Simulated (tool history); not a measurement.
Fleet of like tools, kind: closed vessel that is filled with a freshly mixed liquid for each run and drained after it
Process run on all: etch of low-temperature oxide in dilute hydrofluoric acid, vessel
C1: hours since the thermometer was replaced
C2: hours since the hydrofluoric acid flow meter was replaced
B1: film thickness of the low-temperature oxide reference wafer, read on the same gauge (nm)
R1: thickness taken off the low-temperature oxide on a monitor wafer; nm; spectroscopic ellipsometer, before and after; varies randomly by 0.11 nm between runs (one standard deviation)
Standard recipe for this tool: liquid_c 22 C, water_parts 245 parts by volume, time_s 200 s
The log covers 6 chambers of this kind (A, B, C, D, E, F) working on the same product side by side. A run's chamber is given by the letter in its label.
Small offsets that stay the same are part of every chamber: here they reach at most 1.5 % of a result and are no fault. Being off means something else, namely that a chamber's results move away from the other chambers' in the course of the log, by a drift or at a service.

run 1E hour=7.7 | liquid_c=22 water_parts=245 time_s=200 | C1=752.1 C2=393.1 | B1=49.964 | R1=11.527
run 2B hour=21.8 | liquid_c=22 water_parts=245 time_s=200 | C1=219.6 C2=119 | B1=49.98 | R1=11.312
run 3F hour=31.9 | liquid_c=22 water_parts=245 time_s=200 | C1=1770.8 C2=178.4 | B1=50.015 | R1=11.529
-- hour=35.7 chamber E: hydrofluoric acid flow meter replaced
run 4D hour=43.4 | liquid_c=22 water_parts=245 time_s=200 | C1=819 C2=176.8 | B1=49.989 | R1=11.604
run 5C hour=54.5 | liquid_c=22 water_parts=245 time_s=200 | C1=408.3 C2=501.4 | B1=49.947 | R1=11.456
run 6A hour=68.1 | liquid_c=22 water_parts=245 time_s=200 | C1=2435.6 C2=1644.7 | B1=49.989 | R1=11.265
run 7B hour=82.3 | liquid_c=22 water_parts=245 time_s=200 | C1=280.1 C2=179.5 | B1=50.008 | R1=11.173
run 8A hour=94.8 | liquid_c=22 water_parts=245 time_s=200 | C1=2462.3 C2=1671.4 | B1=50.014 | R1=11.577
run 9C hour=104.1 | liquid_c=22 water_parts=245 time_s=200 | C1=457.9 C2=551 | B1=49.994 | R1=11.629
run 10E hour=118.9 | liquid_c=22 water_parts=245 time_s=200 | C1=863.3 C2=83.2 | B1=49.978 | R1=11.526
run 11D hour=131.9 | liquid_c=22 water_parts=245 time_s=200 | C1=907.5 C2=265.3 | B1=50.016 | R1=11.477
run 12F hour=143.3 | liquid_c=22 water_parts=245 time_s=200 | C1=1882.2 C2=289.8 | B1=50.021 | R1=11.646
run 13F hour=154.1 | liquid_c=22 water_parts=245 time_s=200 | C1=1893 C2=300.6 | B1=49.988 | R1=11.386
run 14C hour=161.6 | liquid_c=22 water_parts=245 time_s=200 | C1=515.4 C2=608.5 | B1=49.978 | R1=11.385
run 15D hour=173.2 | liquid_c=22 water_parts=245 time_s=200 | C1=948.8 C2=306.6 | B1=50.014 | R1=11.482
run 16A hour=186 | liquid_c=22 water_parts=245 time_s=200 | C1=2553.5 C2=1762.6 | B1=49.999 | R1=11.617
run 17E hour=200.4 | liquid_c=22 water_parts=245 time_s=200 | C1=944.8 C2=164.7 | B1=50.007 | R1=11.549
run 18B hour=207.8 | liquid_c=22 water_parts=245 time_s=200 | C1=405.6 C2=305 | B1=50.001 | R1=11.369
run 19C hour=220 | liquid_c=22 water_parts=245 time_s=200 | C1=573.8 C2=666.9 | B1=50.008 | R1=11.57
run 20F hour=229.1 | liquid_c=22 water_parts=245 time_s=200 | C1=1968 C2=375.6 | B1=50.023 | R1=11.443
run 21A hour=241.8 | liquid_c=22 water_parts=245 time_s=200 | C1=2609.3 C2=1818.4 | B1=50 | R1=11.314
run 22E hour=252.2 | liquid_c=22 water_parts=245 time_s=115 | C1=996.6 C2=216.5 | B1=49.963 | R1=6.6837
-- hour=258.3 chamber C: hydrofluoric acid flow meter replaced
run 23B hour=261.9 | liquid_c=22 water_parts=245 time_s=115 | C1=459.7 C2=359.1 | B1=50.007 | R1=6.4482
run 24D hour=273.6 | liquid_c=22 water_parts=245 time_s=115 | C1=1049.2 C2=407 | B1=50.002 | R1=6.3874
run 25C hour=288.6 | liquid_c=22 water_parts=245 time_s=115 | C1=642.4 C2=30.4 | B1=50.017 | R1=6.6344
run 26D hour=297.1 | liquid_c=22 water_parts=245 time_s=115 | C1=1072.7 C2=430.5 | B1=50.001 | R1=6.4065
run 27B hour=306.1 | liquid_c=22 water_parts=245 time_s=115 | C1=503.9 C2=403.3 | B1=49.98 | R1=6.4499
run 28E hour=316 | liquid_c=22 water_parts=245 time_s=200 | C1=1060.4 C2=280.3 | B1=50.025 | R1=11.502
-- hour=317.9 chamber F: hydrofluoric acid flow meter replaced
run 29A hour=323.9 | liquid_c=22 water_parts=245 time_s=200 | C1=2691.4 C2=1900.5 | B1=49.987 | R1=11.462
run 30F hour=338.7 | liquid_c=22 water_parts=245 time_s=200 | C1=2077.6 C2=20.8 | B1=49.998 | R1=11.474
run 31A hour=352.2 | liquid_c=22 water_parts=245 time_s=200 | C1=2719.7 C2=1928.8 | B1=49.979 | R1=11.515
run 32B hour=360.5 | liquid_c=22 water_parts=245 time_s=200 | C1=558.3 C2=457.7 | B1=49.983 | R1=11.467
run 33D hour=368.2 | liquid_c=22 water_parts=245 time_s=200 | C1=1143.8 C2=501.6 | B1=49.991 | R1=10.989
run 34E hour=375.3 | liquid_c=22 water_parts=360 time_s=300 | C1=1119.7 C2=339.6 | B1=50.041 | R1=10.202
run 35F hour=387.4 | liquid_c=22 water_parts=360 time_s=300 | C1=2126.3 C2=69.5 | B1=49.989 | R1=10.389
run 36C hour=399.3 | liquid_c=22 water_parts=360 time_s=300 | C1=753.1 C2=141.1 | B1=50.003 | R1=10.719

All chambers now run identical settings, listed one chamber a line with results as question marks. What results will each chamber show?
run 37A hour=410.2 | liquid_c=22 water_parts=245 time_s=200 | R1=?
run 37B hour=410.2 | liquid_c=22 water_parts=245 time_s=200 | R1=?
run 37C hour=410.2 | liquid_c=22 water_parts=245 time_s=200 | R1=?
run 37D hour=410.2 | liquid_c=22 water_parts=245 time_s=200 | R1=?
run 37E hour=410.2 | liquid_c=22 water_parts=245 time_s=200 | R1=?
run 37F hour=410.2 | liquid_c=22 water_parts=245 time_s=200 | R1=?

run=37A R1=11.555
run=37B R1=11.335
run=37C R1=11.468
run=37D R1=10.747
run=37E R1=11.58
run=37F R1=11.468
